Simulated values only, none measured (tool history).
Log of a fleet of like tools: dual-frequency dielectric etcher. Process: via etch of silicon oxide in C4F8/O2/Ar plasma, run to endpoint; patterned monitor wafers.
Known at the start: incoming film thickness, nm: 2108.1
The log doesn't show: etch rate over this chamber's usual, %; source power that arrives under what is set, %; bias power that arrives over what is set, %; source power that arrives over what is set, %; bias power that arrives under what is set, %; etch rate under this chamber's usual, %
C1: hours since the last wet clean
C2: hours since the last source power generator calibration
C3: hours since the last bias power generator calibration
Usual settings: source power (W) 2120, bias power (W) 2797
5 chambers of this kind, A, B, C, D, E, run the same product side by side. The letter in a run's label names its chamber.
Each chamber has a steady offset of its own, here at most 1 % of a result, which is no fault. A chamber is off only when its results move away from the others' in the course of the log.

{"hour": 1.5, "done": "chamber C: wet clean of the chamber"}
{"run": "1A", "hour": 4.1, "source power (W)": 2120, "bias power (W)": 2797, "C1": 145.4, "C2": 744.4, "C3": 336.8, "endpoint time (s)": 367.54}
{"run": "2B", "hour": 10.8, "source power (W)": 2120, "bias power (W)": 2797, "C1": 400.5, "C2": 519.4, "C3": 459.3, "endpoint time (s)": 365.14}
{"run": "3C", "hour": 16.9, "source power (W)": 2120, "bias power (W)": 2797, "C1": 15.5, "C2": 2289.3, "C3": 2110.1, "endpoint time (s)": 368.8}
{"run": "4D", "hour": 21.8, "source power (W)": 2120, "bias power (W)": 2797, "C1": 485.1, "C2": 1337.5, "C3": 659.5, "endpoint time (s)": 366.65}
{"run": "5E", "hour": 27.9, "source power (W)": 2120, "bias power (W)": 2797, "C1": 368.4, "C2": 2528.3, "C3": 1657.3, "endpoint time (s)": 366.8}
{"run": "6C", "hour": 34.2, "source power (W)": 2120, "bias power (W)": 2797, "C1": 32.8, "C2": 2306.6, "C3": 2127.4, "endpoint time (s)": 367.86}
{"run": "7D", "hour": 40.2, "source power (W)": 2120, "bias power (W)": 2797, "C1": 503.5, "C2": 1355.9, "C3": 677.9, "endpoint time (s)": 368.47}
{"run": "8A", "hour": 46.8, "source power (W)": 2120, "bias power (W)": 2797, "C1": 188.1, "C2": 787.1, "C3": 379.5, "endpoint time (s)": 370.04}
{"run": "9B", "hour": 52.4, "source power (W)": 2120, "bias power (W)": 2797, "C1": 442.1, "C2": 561.0, "C3": 500.9, "endpoint time (s)": 366.02}
{"run": "10E", "hour": 57.8, "source power (W)": 2120, "bias power (W)": 2797, "C1": 398.3, "C2": 2558.2, "C3": 1687.2, "endpoint time (s)": 366.33}
{"run": "11A", "hour": 64.1, "source power (W)": 2360, "bias power (W)": 2495, "C1": 205.4, "C2": 804.4, "C3": 396.8, "endpoint time (s)": 365.65}
{"run": "12E", "hour": 71.5, "source power (W)": 2360, "bias power (W)": 2495, "C1": 412.0, "C2": 2571.9, "C3": 1700.9, "endpoint time (s)": 366.04}
{"run": "13D", "hour": 76.2, "source power (W)": 2360, "bias power (W)": 2495, "C1": 539.5, "C2": 1391.9, "C3": 713.9, "endpoint time (s)": 365.68}
{"run": "14C", "hour": 83.1, "source power (W)": 2360, "bias power (W)": 2495, "C1": 81.7, "C2": 2355.5, "C3": 2176.3, "endpoint time (s)": 366.75}
{"run": "15B", "hour": 88.5, "source power (W)": 2360, "bias power (W)": 2495, "C1": 478.2, "C2": 597.1, "C3": 537.0, "endpoint time (s)": 364.89}
{"run": "16B", "hour": 94.5, "source power (W)": 2120, "bias power (W)": 3051, "C1": 484.2, "C2": 603.1, "C3": 543.0, "endpoint time (s)": 355.22}
{"run": "17D", "hour": 99.3, "source power (W)": 2120, "bias power (W)": 3051, "C1": 562.6, "C2": 1415.0, "C3": 737.0, "endpoint time (s)": 358.07}
{"run": "18C", "hour": 103.3, "source power (W)": 2120, "bias power (W)": 3051, "C1": 101.9, "C2": 2375.7, "C3": 2196.5, "endpoint time (s)": 359.64}
{"hour": 103.7, "done": "chamber C: source power generator calibrated"}
{"run": "19E", "hour": 106.9, "source power (W)": 2120, "bias power (W)": 3051, "C1": 447.4, "C2": 2607.3, "C3": 1736.3, "endpoint time (s)": 357.76}
{"run": "20A", "hour": 113.6, "source power (W)": 2120, "bias power (W)": 3051, "C1": 254.9, "C2": 853.9, "C3": 446.3, "endpoint time (s)": 357.94}
{"run": "21B", "hour": 119.3, "source power (W)": 2120, "bias power (W)": 2797, "C1": 509.0, "C2": 627.9, "C3": 567.8, "endpoint time (s)": 366.71}
{"run": "22A", "hour": 123.5, "source power (W)": 2120, "bias power (W)": 2509, "C1": 264.8, "C2": 863.8, "C3": 456.2, "endpoint time (s)": 381.04}
{"run": "23E", "hour": 126.8, "source power (W)": 2120, "bias power (W)": 2509, "C1": 467.3, "C2": 2627.2, "C3": 1756.2, "endpoint time (s)": 378.89}
{"run": "24C", "hour": 132.3, "source power (W)": 2120, "bias power (W)": 2509, "C1": 130.9, "C2": 28.7, "C3": 2225.5, "endpoint time (s)": 382.2}
{"run": "25D", "hour": 137.2, "source power (W)": 2120, "bias power (W)": 2509, "C1": 600.5, "C2": 1452.9, "C3": 774.9, "endpoint time (s)": 380.03}
{"run": "26E", "hour": 141.1, "source power (W)": 2120, "bias power (W)": 2509, "C1": 481.6, "C2": 2641.5, "C3": 1770.5, "endpoint time (s)": 376.85}
{"run": "27B", "hour": 145.5, "source power (W)": 2120, "bias power (W)": 2797, "C1": 535.2, "C2": 654.1, "C3": 594.0, "endpoint time (s)": 364.58}
{"run": "28D", "hour": 152.9, "source power (W)": 2120, "bias power (W)": 2797, "C1": 616.2, "C2": 1468.6, "C3": 790.6, "endpoint time (s)": 365.52}
{"run": "29C", "hour": 157.6, "source power (W)": 2120, "bias power (W)": 2797, "C1": 156.2, "C2": 54.0, "C3": 2250.8, "endpoint time (s)": 373.44}
{"run": "30A", "hour": 164.1, "source power (W)": 2120, "bias power (W)": 2797, "C1": 305.4, "C2": 904.4, "C3": 496.8, "endpoint time (s)": 367.72}
{"hour": 168.3, "done": "chamber B: wet clean of the chamber"}
{"run": "31D", "hour": 169.7, "source power (W)": 2120, "bias power (W)": 2797, "C1": 633.0, "C2": 1485.4, "C3": 807.4, "endpoint time (s)": 368.83}
{"run": "32B", "hour": 176.5, "source power (W)": 2120, "bias power (W)": 2797, "C1": 8.3, "C2": 685.1, "C3": 625.0, "endpoint time (s)": 367.26}
{"run": "33A", "hour": 182.4, "source power (W)": 2120, "bias power (W)": 2797, "C1": 323.7, "C2": 922.7, "C3": 515.1, "endpoint time (s)": 368.49}
{"run": "34C", "hour": 188.7, "source power (W)": 2120, "bias power (W)": 2797, "C1": 187.3, "C2": 85.1, "C3": 2281.9, "endpoint time (s)": 371.7}
{"hour": 192.7, "done": "chamber E: wet clean of the chamber"}
{"run": "35E", "hour": 193.6, "source power (W)": 2120, "bias power (W)": 2797, "C1": 0.9, "C2": 2694.0, "C3": 1823.0, "endpoint time (s)": 364.67}
{"run": "36D", "hour": 198.0, "source power (W)": 2120, "bias power (W)": 2797, "C1": 661.3, "C2": 1513.7, "C3": 835.7, "endpoint time (s)": 370.18}
{"run": "37E", "hour": 205.0, "source power (W)": 2120, "bias power (W)": 2797, "C1": 12.3, "C2": 2705.4, "C3": 1834.4, "endpoint time (s)": 365.57}
{"run": "38A", "hour": 210.0, "source power (W)": 2120, "bias power (W)": 2797, "C1": 351.3, "C2": 950.3, "C3": 542.7, "endpoint time (s)": 367.28}

Is one chamber off against the others, does the gauge drift, or is nothing wrong? If a chamber is off, say which, and what the likeliest cause is.

No chamber stands off beyond its own small offset, and the gauge holds steady.
